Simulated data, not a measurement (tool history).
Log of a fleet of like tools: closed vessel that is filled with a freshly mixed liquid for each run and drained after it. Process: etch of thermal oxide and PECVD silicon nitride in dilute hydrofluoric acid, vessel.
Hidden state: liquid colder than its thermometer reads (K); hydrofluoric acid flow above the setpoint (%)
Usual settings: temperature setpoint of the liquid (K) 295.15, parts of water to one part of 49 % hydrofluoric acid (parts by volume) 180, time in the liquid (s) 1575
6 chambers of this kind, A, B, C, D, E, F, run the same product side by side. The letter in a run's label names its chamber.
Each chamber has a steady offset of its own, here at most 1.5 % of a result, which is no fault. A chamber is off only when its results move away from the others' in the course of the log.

run	hour	temperature setpoint of the liquid (K)	parts of water to one part of 49 % hydrofluoric acid (parts by volume)	time in the liquid (s)	hours since the thermometer was replaced	hours since the hydrofluoric acid flow meter was replaced	read-back film thickness of the thermal oxide reference wafer, read on the same gauge (nm)	read-back film thickness of the PECVD silicon nitride reference wafer, read on the same gauge (nm)	thickness taken off the thermal oxide on a monitor wafer (nm)	thickness taken off the PECVD silicon nitride on a monitor wafer (nm)
1C	5.9	295.15	180	1575	2872.1	2031.4	69.983	140.00	34.012	34.431
2D	11.4	295.15	180	1575	1205.9	1000.7	69.997	139.98	34.356	35.490
# hour 14.9: chamber E: hydrofluoric acid flow meter replaced
3F	17.6	295.15	180	1575	339.6	1107.5	69.983	139.95	32.895	35.011
4A	27.6	295.15	180	1575	578.8	708.8	70.006	140.05	34.033	34.992
5B	39.6	295.15	180	1575	1360.9	1160.6	70.032	140.04	34.197	35.076
6E	45.3	295.15	180	1575	1271.1	30.4	70.025	139.98	34.505	34.785
7D	51.7	295.15	180	1575	1246.2	1041.0	69.995	140.01	34.290	34.957
8F	63.4	295.15	180	1575	385.4	1153.3	70.014	140.01	34.042	35.199
9C	75.0	295.15	180	1575	2941.2	2100.5	70.008	140.02	33.854	34.746
10B	83.0	295.15	180	1575	1404.3	1204.0	69.985	139.96	33.806	35.061
11A	94.1	295.15	180	1575	645.3	775.3	69.998	139.99	33.899	35.198
12E	103.4	299.15	180	870	1329.2	88.5	70.009	139.97	21.825	24.827
13A	114.8	299.15	180	870	666.0	796.0	70.003	140.01	21.922	25.273
14E	124.8	299.15	180	870	1350.6	109.9	70.020	140.00	21.794	24.990
15F	135.3	299.15	180	870	457.3	1225.2	69.999	139.93	21.759	25.182
# hour 144.1: chamber C: hydrofluoric acid flow meter replaced
16D	147.0	299.15	180	870	1341.5	1136.3	70.027	139.99	21.320	24.931
17C	155.5	299.15	180	870	3021.7	11.5	70.005	139.99	21.956	25.052
18B	165.3	295.15	180	1575	1486.6	1286.3	70.001	140.02	34.230	34.711
19A	176.4	295.15	180	1290	727.6	857.6	70.016	139.98	27.824	28.743
20B	183.2	295.15	180	1290	1504.5	1304.2	69.993	140.02	27.741	28.796
21D	194.5	295.15	180	1290	1389.0	1183.8	70.009	140.01	27.825	28.567
22E	202.3	295.15	180	1290	1428.1	187.4	70.006	140.00	28.345	28.726
23F	211.7	295.15	180	1290	533.7	1301.6	70.009	140.04	27.228	29.139
24C	217.0	295.15	180	1290	3083.2	73.0	69.976	140.00	27.676	28.590
25E	225.5	295.15	180	1575	1451.3	210.6	69.995	140.02	34.484	34.889
26A	231.2	295.15	180	1575	782.4	912.4	69.999	140.00	33.849	35.415
27C	236.8	295.15	180	1575	3103.0	92.8	69.988	140.01	33.753	34.754
28B	244.8	295.15	180	1575	1566.1	1365.8	70.034	139.99	33.973	35.082
29F	256.8	295.15	180	1575	578.8	1346.7	69.988	139.99	33.593	35.028
30D	262.7	295.15	180	1575	1457.2	1252.0	69.973	139.98	33.951	34.941
31A	272.0	295.15	180	1575	823.2	953.2	70.012	140.00	34.196	35.544
32D	283.2	295.15	180	1575	1477.7	1272.5	70.012	140.03	34.308	35.241
# hour 287.4: chamber F: thermometer replaced
33B	295.2	295.15	180	1575	1616.5	1416.2	70.044	139.99	34.115	34.993
# hour 305.2: chamber B: thermometer replaced
34E	307.0	295.15	180	1575	1532.8	292.1	70.017	140.00	34.151	35.496
# hour 312.2: chamber C: thermometer replaced
35C	315.2	295.15	180	1575	3.1	171.2	70.018	139.95	33.400	35.245
36F	321.4	295.15	180	1575	34.1	1411.3	70.009	139.98	33.165	35.449
37F	327.0	292.15	180	1575	39.7	1416.9	69.980	140.01	29.333	28.538
38D	338.4	292.15	180	1575	1532.9	1327.7	70.004	139.94	30.526	28.883
39C	344.7	292.15	180	1575	32.6	200.7	69.988	140.01	30.402	28.626
40E	350.1	292.15	180	1575	1575.9	335.2	69.996	140.05	30.636	28.761
41B	357.1	292.15	180	1575	52.0	1478.1	70.008	140.02	30.209	28.649
42A	363.8	292.15	180	1575	915.0	1045.0	69.964	139.99	30.690	29.142
43E	370.7	295.15	180	1575	1596.5	355.8	70.020	140.02	34.316	35.362
44B	381.0	295.15	180	1575	75.9	1502.0	69.982	140.01	34.185	35.354

Is one chamber off against the others, does the gauge drift, or is nothing wrong? If a chamber is off, say which, and what the likeliest cause is.

No chamber stands off beyond its own small offset, and the gauge holds steady.
